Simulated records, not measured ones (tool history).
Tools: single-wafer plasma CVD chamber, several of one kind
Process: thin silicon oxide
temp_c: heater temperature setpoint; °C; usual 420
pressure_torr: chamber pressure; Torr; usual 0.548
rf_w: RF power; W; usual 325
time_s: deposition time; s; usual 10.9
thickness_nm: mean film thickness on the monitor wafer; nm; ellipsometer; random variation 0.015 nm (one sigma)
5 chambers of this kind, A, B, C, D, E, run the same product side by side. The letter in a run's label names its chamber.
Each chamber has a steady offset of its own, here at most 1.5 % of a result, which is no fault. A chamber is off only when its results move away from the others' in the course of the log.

run,hour,temp_c,pressure_torr,rf_w,time_s,hours since the last thermocouple change,hours since the last RF generator calibration,hours since the last manometer calibration,"read-back reference wafer on the same gauge, thickness_nm",thickness_nm
# hour 3.7: chamber A: thermocouple changed; heater temperature recalibrated
1D,7.7,420,0.548,325,10.9,1551.7,2269.3,130.4,11.504,13.620
2B,16.0,420,0.548,325,10.9,1039.9,678.8,200.9,11.503,13.876
3C,26.5,420,0.548,325,10.9,1768.4,110.1,940.2,11.501,13.802
4A,34.6,420,0.548,325,10.9,31.0,1244.0,1253.3,11.503,13.791
5E,42.4,420,0.548,325,10.9,1635.7,772.5,365.4,11.505,13.854
6E,56.0,420,0.548,325,10.9,1649.3,786.1,379.0,11.504,13.888
7D,68.9,420,0.548,380,10.9,1612.9,2330.5,191.6,11.509,14.480
8B,77.3,420,0.548,380,10.9,1101.2,740.1,262.2,11.510,14.755
9C,89.7,420,0.548,380,10.9,1831.6,173.3,1003.4,11.509,14.633
10A,101.7,420,0.548,380,10.9,98.1,1311.1,1320.4,11.510,14.649
# hour 109.8: chamber D: RF generator calibrated
11C,111.6,420,0.548,380,10.9,1853.5,195.2,1025.3,11.515,14.651
12B,118.4,420,0.548,325,10.9,1142.3,781.2,303.3,11.513,13.897
13D,129.2,420,0.548,325,10.9,1673.2,19.4,251.9,11.513,13.629
14E,143.7,420,0.548,325,10.9,1737.0,873.8,466.7,11.516,13.883
15A,150.2,420,0.548,325,12.4,146.6,1359.6,1368.9,11.516,15.695
16C,160.2,420,0.548,325,12.4,1902.1,243.8,1073.9,11.518,15.714
17B,170.6,420,0.548,325,12.4,1194.5,833.4,355.5,11.519,15.842
18D,181.3,420,0.548,325,12.4,1725.3,71.5,304.0,11.518,15.530
# hour 189.6: chamber D: thermocouple changed; heater temperature recalibrated
19E,193.5,420,0.548,325,12.4,1786.8,923.6,516.5,11.521,15.820
20A,203.7,420,0.548,325,10.9,200.1,1413.1,1422.4,11.525,13.825
21D,214.0,420,0.548,325,10.9,24.5,104.2,336.7,11.521,13.644
22E,221.7,420,0.548,325,10.9,1815.0,951.8,544.7,11.524,13.917
23C,231.1,420,0.548,325,10.9,1973.0,314.7,1144.8,11.524,13.816
24A,245.1,420,0.548,325,10.9,241.5,1454.5,1463.8,11.526,13.829
25B,255.5,420,0.548,325,10.9,1279.4,918.3,440.4,11.527,13.933
26E,264.3,420,0.639,325,10.9,1857.6,994.4,587.3,11.529,16.454
27D,274.5,420,0.639,325,10.9,85.0,164.7,397.2,11.531,16.120
28A,286.5,420,0.639,325,10.9,282.9,1495.9,1505.2,11.529,16.332
29B,293.2,420,0.639,325,10.9,1317.1,956.0,478.1,11.532,16.462
30C,303.0,420,0.639,325,10.9,2044.9,386.6,1216.7,11.533,16.384
31D,317.2,410,0.548,325,9.9,127.7,207.4,439.9,11.536,12.512
32C,329.4,410,0.548,325,9.9,2071.3,413.0,1243.1,11.536,12.642
33E,340.0,410,0.548,325,9.9,1933.3,1070.1,663.0,11.536,12.717
34A,350.4,410,0.548,325,9.9,346.8,1559.8,1569.1,11.542,12.649
35B,364.6,410,0.548,325,9.9,1388.5,1027.4,549.5,11.542,12.734
36D,371.5,420,0.548,325,10.9,182.0,261.7,494.2,11.542,13.675
37A,379.6,420,0.548,325,10.9,376.0,1589.0,1598.3,11.544,13.843
38E,388.1,429,0.548,325,9.6,1981.4,1118.2,711.1,11.546,12.188
39C,401.5,429,0.548,325,9.6,2143.4,485.1,1315.2,11.546,12.142
40B,414.4,429,0.548,325,9.6,1438.3,1077.2,599.3,11.549,12.212
41A,424.6,429,0.548,325,9.6,421.0,1634.0,1643.3,11.547,12.150
42C,436.4,429,0.548,325,9.6,2178.3,520.0,1350.1,11.548,12.116

All 5 chambers run these settings next. Forecast each chamber's results:
43A,447.0,420,0.678,325,10.9,,,,,?
43B,447.0,420,0.678,325,10.9,,,,,?
43C,447.0,420,0.678,325,10.9,,,,,?
43D,447.0,420,0.678,325,10.9,,,,,?
43E,447.0,420,0.678,325,10.9,,,,,?

run,thickness_nm
43A,17.445
43B,17.589
43C,17.493
43D,17.195
43E,17.561
